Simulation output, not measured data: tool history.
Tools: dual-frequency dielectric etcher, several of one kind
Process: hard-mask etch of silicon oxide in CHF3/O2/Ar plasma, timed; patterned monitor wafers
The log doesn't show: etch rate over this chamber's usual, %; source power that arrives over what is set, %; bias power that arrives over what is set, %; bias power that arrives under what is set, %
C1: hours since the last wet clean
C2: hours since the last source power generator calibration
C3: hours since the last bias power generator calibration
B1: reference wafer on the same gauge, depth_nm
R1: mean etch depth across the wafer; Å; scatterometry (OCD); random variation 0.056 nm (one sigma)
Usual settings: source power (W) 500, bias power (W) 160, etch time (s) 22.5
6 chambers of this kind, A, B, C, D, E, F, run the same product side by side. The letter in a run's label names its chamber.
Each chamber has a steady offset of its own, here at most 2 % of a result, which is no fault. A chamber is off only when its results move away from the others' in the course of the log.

run 1C hour=4.3 | source_power_(W)=500 bias_power_(W)=160 etch_time_(s)=22.5 | C1=41.1 C2=502.2 C3=569.2 | B1=45.884 | R1=394.99
run 2E hour=9.1 | source_power_(W)=500 bias_power_(W)=160 etch_time_(s)=22.5 | C1=102.2 C2=3169.5 C3=1803.9 | B1=45.897 | R1=400.37
run 3A hour=14 | source_power_(W)=500 bias_power_(W)=160 etch_time_(s)=22.5 | C1=240.1 C2=3246.3 C3=1675.3 | B1=45.932 | R1=406.49
run 4D hour=20.1 | source_power_(W)=500 bias_power_(W)=160 etch_time_(s)=22.5 | C1=432.7 C2=2450.8 C3=560.1 | B1=45.913 | R1=398.85
run 5F hour=25.3 | source_power_(W)=500 bias_power_(W)=160 etch_time_(s)=22.5 | C1=120.1 C2=916.6 C3=29.3 | B1=45.941 | R1=398.34
run 6B hour=29.6 | source_power_(W)=500 bias_power_(W)=160 etch_time_(s)=22.5 | C1=118.7 C2=1408.6 C3=749 | B1=45.954 | R1=402.14
run 7C hour=36.1 | source_power_(W)=500 bias_power_(W)=160 etch_time_(s)=22.5 | C1=72.9 C2=534 C3=601 | B1=45.938 | R1=396.64
run 8D hour=40.8 | source_power_(W)=500 bias_power_(W)=160 etch_time_(s)=22.5 | C1=453.4 C2=2471.5 C3=580.8 | B1=45.931 | R1=400.06
run 9A hour=45.2 | source_power_(W)=500 bias_power_(W)=160 etch_time_(s)=22.5 | C1=271.3 C2=3277.5 C3=1706.5 | B1=45.941 | R1=406.9
run 10F hour=49.9 | source_power_(W)=550 bias_power_(W)=124 etch_time_(s)=22.5 | C1=144.7 C2=941.2 C3=53.9 | B1=45.958 | R1=381.07
run 11E hour=57.5 | source_power_(W)=550 bias_power_(W)=124 etch_time_(s)=22.5 | C1=150.6 C2=3217.9 C3=1852.3 | B1=45.961 | R1=383.34
run 12B hour=62.1 | source_power_(W)=550 bias_power_(W)=124 etch_time_(s)=22.5 | C1=151.2 C2=1441.1 C3=781.5 | B1=45.968 | R1=384.76
run 13B hour=66.7 | source_power_(W)=550 bias_power_(W)=124 etch_time_(s)=22.5 | C1=155.8 C2=1445.7 C3=786.1 | B1=45.976 | R1=384.32
run 14A hour=72.3 | source_power_(W)=550 bias_power_(W)=124 etch_time_(s)=22.5 | C1=298.4 C2=3304.6 C3=1733.6 | B1=45.974 | R1=387.88
run 15F hour=79.7 | source_power_(W)=550 bias_power_(W)=124 etch_time_(s)=22.5 | C1=174.5 C2=971 C3=83.7 | B1=45.974 | R1=380.99
run 16D hour=83.6 | source_power_(W)=500 bias_power_(W)=181 etch_time_(s)=17.5 | C1=496.2 C2=2514.3 C3=623.6 | B1=45.983 | R1=323.99
run 17E hour=91.2 | source_power_(W)=500 bias_power_(W)=181 etch_time_(s)=17.5 | C1=184.3 C2=3251.6 C3=1886 | B1=46.005 | R1=325.4
run 18C hour=95.8 | source_power_(W)=500 bias_power_(W)=181 etch_time_(s)=17.5 | C1=132.6 C2=593.7 C3=660.7 | B1=46.008 | R1=322.39
run 19B hour=103.1 | source_power_(W)=500 bias_power_(W)=181 etch_time_(s)=17.5 | C1=192.2 C2=1482.1 C3=822.5 | B1=46.006 | R1=327.18
run 20E hour=108.6 | source_power_(W)=500 bias_power_(W)=181 etch_time_(s)=17.5 | C1=201.7 C2=3269 C3=1903.4 | B1=46.018 | R1=325.64
run 21C hour=116.3 | source_power_(W)=500 bias_power_(W)=181 etch_time_(s)=17.5 | C1=153.1 C2=614.2 C3=681.2 | B1=46.023 | R1=321.03
run 22A hour=121.3 | source_power_(W)=500 bias_power_(W)=160 etch_time_(s)=22.5 | C1=347.4 C2=3353.6 C3=1782.6 | B1=46.017 | R1=407.67
run 23D hour=127.4 | source_power_(W)=500 bias_power_(W)=160 etch_time_(s)=22.5 | C1=540 C2=2558.1 C3=667.4 | B1=46.048 | R1=401.2
run 24F hour=134.5 | source_power_(W)=500 bias_power_(W)=160 etch_time_(s)=22.5 | C1=229.3 C2=1025.8 C3=138.5 | B1=46.052 | R1=398.31
run 25B hour=138.7 | source_power_(W)=500 bias_power_(W)=160 etch_time_(s)=22.5 | C1=227.8 C2=1517.7 C3=858.1 | B1=46.052 | R1=402.49
run 26E hour=145.8 | source_power_(W)=500 bias_power_(W)=160 etch_time_(s)=22.5 | C1=238.9 C2=3306.2 C3=1940.6 | B1=46.048 | R1=401.65
run 27C hour=152.2 | source_power_(W)=500 bias_power_(W)=160 etch_time_(s)=22.5 | C1=189 C2=650.1 C3=717.1 | B1=46.067 | R1=397.58
run 28D hour=159.1 | source_power_(W)=500 bias_power_(W)=160 etch_time_(s)=22.5 | C1=571.7 C2=2589.8 C3=699.1 | B1=46.066 | R1=401.51
run 29A hour=164.8 | source_power_(W)=500 bias_power_(W)=160 etch_time_(s)=22.5 | C1=390.9 C2=3397.1 C3=1826.1 | B1=46.085 | R1=407.93
-- hour=171 chamber D: wet clean of the chamber
run 30F hour=172.8 | source_power_(W)=500 bias_power_(W)=160 etch_time_(s)=22.5 | C1=267.6 C2=1064.1 C3=176.8 | B1=46.08 | R1=401.1
run 31B hour=179 | source_power_(W)=500 bias_power_(W)=160 etch_time_(s)=22.5 | C1=268.1 C2=1558 C3=898.4 | B1=46.091 | R1=402.88
run 32F hour=184.1 | source_power_(W)=500 bias_power_(W)=160 etch_time_(s)=22.5 | C1=278.9 C2=1075.4 C3=188.1 | B1=46.087 | R1=399.83
-- hour=185.8 chamber A: wet clean of the chamber
run 33E hour=189.4 | source_power_(W)=500 bias_power_(W)=160 etch_time_(s)=22.5 | C1=282.5 C2=3349.8 C3=1984.2 | B1=46.115 | R1=401.84
run 34D hour=197.1 | source_power_(W)=500 bias_power_(W)=160 etch_time_(s)=22.5 | C1=26.2 C2=2627.8 C3=737.1 | B1=46.118 | R1=401.61
run 35A hour=201 | source_power_(W)=500 bias_power_(W)=160 etch_time_(s)=22.5 | C1=15.2 C2=3433.3 C3=1862.3 | B1=46.107 | R1=407.74
run 36C hour=208.4 | source_power_(W)=500 bias_power_(W)=160 etch_time_(s)=22.5 | C1=245.2 C2=706.3 C3=773.3 | B1=46.121 | R1=397.67
run 37C hour=214.6 | source_power_(W)=500 bias_power_(W)=160 etch_time_(s)=22.5 | C1=251.4 C2=712.5 C3=779.5 | B1=46.133 | R1=398.96
run 38D hour=218.3 | source_power_(W)=500 bias_power_(W)=160 etch_time_(s)=22.5 | C1=47.4 C2=2649 C3=758.3 | B1=46.145 | R1=401.15
run 39E hour=224.2 | source_power_(W)=500 bias_power_(W)=160 etch_time_(s)=22.5 | C1=317.3 C2=3384.6 C3=2019 | B1=46.143 | R1=401.07
run 40B hour=230.2 | source_power_(W)=500 bias_power_(W)=160 etch_time_(s)=22.5 | C1=319.3 C2=1609.2 C3=949.6 | B1=46.136 | R1=403.87
run 41F hour=234.8 | source_power_(W)=400 bias_power_(W)=160 etch_time_(s)=17 | C1=329.6 C2=1126.1 C3=238.8 | B1=46.149 | R1=277.66
run 42A hour=240 | source_power_(W)=400 bias_power_(W)=160 etch_time_(s)=17 | C1=54.2 C2=3472.3 C3=1901.3 | B1=46.148 | R1=283.96

Next, every chamber runs the same settings. What will each give?
run 43A hour=246 | source_power_(W)=500 bias_power_(W)=160 etch_time_(s)=28.5 | R1=?
run 43B hour=246 | source_power_(W)=500 bias_power_(W)=160 etch_time_(s)=28.5 | R1=?
run 43C hour=246 | source_power_(W)=500 bias_power_(W)=160 etch_time_(s)=28.5 | R1=?
run 43D hour=246 | source_power_(W)=500 bias_power_(W)=160 etch_time_(s)=28.5 | R1=?
run 43E hour=246 | source_power_(W)=500 bias_power_(W)=160 etch_time_(s)=28.5 | R1=?
run 43F hour=246 | source_power_(W)=500 bias_power_(W)=160 etch_time_(s)=28.5 | R1=?

run=43A R1=516.75
run=43B R1=512.23
run=43C R1=506.21
run=43D R1=509.29
run=43E R1=510.27
run=43F R1=507.6

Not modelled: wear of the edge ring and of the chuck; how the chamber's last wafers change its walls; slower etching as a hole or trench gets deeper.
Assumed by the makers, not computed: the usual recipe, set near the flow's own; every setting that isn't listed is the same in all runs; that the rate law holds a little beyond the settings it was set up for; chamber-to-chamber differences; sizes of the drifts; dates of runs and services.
